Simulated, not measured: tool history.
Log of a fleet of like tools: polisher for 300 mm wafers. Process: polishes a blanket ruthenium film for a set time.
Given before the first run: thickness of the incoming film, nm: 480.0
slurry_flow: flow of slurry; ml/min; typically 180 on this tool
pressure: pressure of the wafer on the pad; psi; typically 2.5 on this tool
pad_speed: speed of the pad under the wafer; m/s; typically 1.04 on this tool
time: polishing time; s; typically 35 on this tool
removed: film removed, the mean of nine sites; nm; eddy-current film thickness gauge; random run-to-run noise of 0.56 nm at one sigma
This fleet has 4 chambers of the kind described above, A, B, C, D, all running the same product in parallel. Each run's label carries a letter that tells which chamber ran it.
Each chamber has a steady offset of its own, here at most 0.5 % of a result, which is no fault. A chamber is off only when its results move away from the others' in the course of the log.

run     day  slurry_flow  pressure  pad_speed  time  removed
      0.312  -- chamber A: slurry nozzle cleaned
 1A   0.375          180       2.5       1.04    35   59.176
      0.654  -- chamber B: worn pad replaced by a new one
 2B   0.788          180       2.5       1.04    35   58.825
      1.075  -- chamber C: worn pad replaced by a new one
 3C   1.350          180       2.5       1.04    35   56.907
      1.483  -- chamber D: worn pad replaced by a new one
 4D   1.829          180       2.5       1.04    35   58.279
 5C   2.258          120       3.2       1.04    35   69.667
 6D   2.525          120       3.2       1.04    35   70.193
 7A   2.862          120       3.2       1.04    35   70.404
 8B   3.325          120       3.2       1.04    35   68.862
 9A   3.775          180       2.5       1.04    35   58.409
      3.912  -- chamber A: worn pad replaced by a new one
10C   4.246          180       3.1       1.04    25   51.875
11D   4.608          180       3.1       1.04    25   50.877
      4.950  -- chamber B: worn pad replaced by a new one
12B   5.092          180       3.1       1.04    25   51.571
      5.138  -- chamber C: worn pad replaced by a new one
      5.550  -- chamber D: worn pad replaced by a new one
13D   5.562          180       3.1       1.04    25   51.153
      5.950  -- chamber D: slurry nozzle cleaned
14C   6.133          180       2.5       1.04    35   57.648
15A   6.404          180       2.5       1.04    35   57.874
16B   6.712          180       2.5       1.04    35   58.004
17A   7.029          180       2.5       1.04    35   58.368
18C   7.358          180       2.5       1.04    35   57.807
      7.433  -- chamber B: head pressure recalibrated
19D   7.629          180       2.5       1.04    35   57.574
20B   8.188          180       2.5       1.04    35   57.527
21C   8.771          180       2.5       1.04    35   59.034
      9.029  -- chamber B: worn pad replaced by a new one
      9.183  -- chamber A: worn pad replaced by a new one
22D   9.362          180       2.5       1.04    35   58.674
      9.442  -- chamber C: worn pad replaced by a new one
23A   9.633          180       2.5       1.04    35   59.652
24B  10.192          180       2.5       1.04    35   57.783
     10.438  -- chamber D: worn pad replaced by a new one
25D  10.683          180       2.5       1.04    35   57.192
26B  11.258          180       2.5       1.04    35   58.678
     11.575  -- chamber A: head pressure recalibrated
27A  11.821          180       2.5       1.04    35   53.597
28C  12.383          180       2.5       1.04    35   57.417
     12.429  -- chamber B: worn pad replaced by a new one
29A  12.817          180       2.5       1.04    35   53.223
30C  13.158          180       2.5       1.04    35   58.065
31B  13.692          180       2.5       1.18    35   66.468
     13.842  -- chamber C: worn pad replaced by a new one
32D  14.250          180       2.5       1.18    35   65.370
     14.404  -- chamber A: worn pad replaced by a new one
33A  14.612          180       2.5       1.18    35   60.390
34C  15.012          180       2.5       1.18    35   66.660
     15.358  -- chamber D: worn pad replaced by a new one
35D  15.462          180       3.2       1.04    35   74.760
     15.842  -- chamber B: worn pad replaced by a new one
36B  15.946          180       3.2       1.04    35   75.260
37D  16.508          180       3.2       1.04    35   74.548
38B  16.788          180       3.2       1.04    35   74.200
39C  17.183          180       2.5       1.04    35   58.669
40A  17.671          180       2.5       1.04    35   52.887
     17.846  -- chamber C: worn pad replaced by a new one
41A  18.117          180       2.5       1.04    35   52.594
42C  18.425          180       2.5       1.04    35   57.900
43B  18.783          180       2.5       1.04    35   58.579
44D  19.142          180       2.5       1.04    35   57.396

Decide between three cases: one chamber stands off from its peers, the gauge reading all wafers drifts, or nothing is wrong past each chamber's small offset. Where a chamber is off, say which and what most likely put it there.

The work done on chamber A during a service left it standing apart from the others.
What lies behind it: head's pressure below its setpoint, % = 9.56.

Which of the 4 candidates below, each the usual settings with something changed and its results left as question marks, puts chamber A back in line with what the other chambers give on the usual settings?
Allowed miss from the other chambers' usual-settings mean, per result, to count as in line: removed 2.000 nm
45A-1  19.579          180       2.5       1.00    33        ?
45A-2  19.579          180       2.5       1.02    35        ?
45A-3  19.579          180       2.6       1.08    36        ?
45A-4  19.579          215       2.5       1.04    35        ?

Other chambers, usual settings, mean: removed 58.185 nm
  run  removed
45A-1   48.475
45A-2   52.433
45A-3   59.331
45A-4   54.766
The right change is 45A-3: it brings the chamber back within the allowed miss of the others.
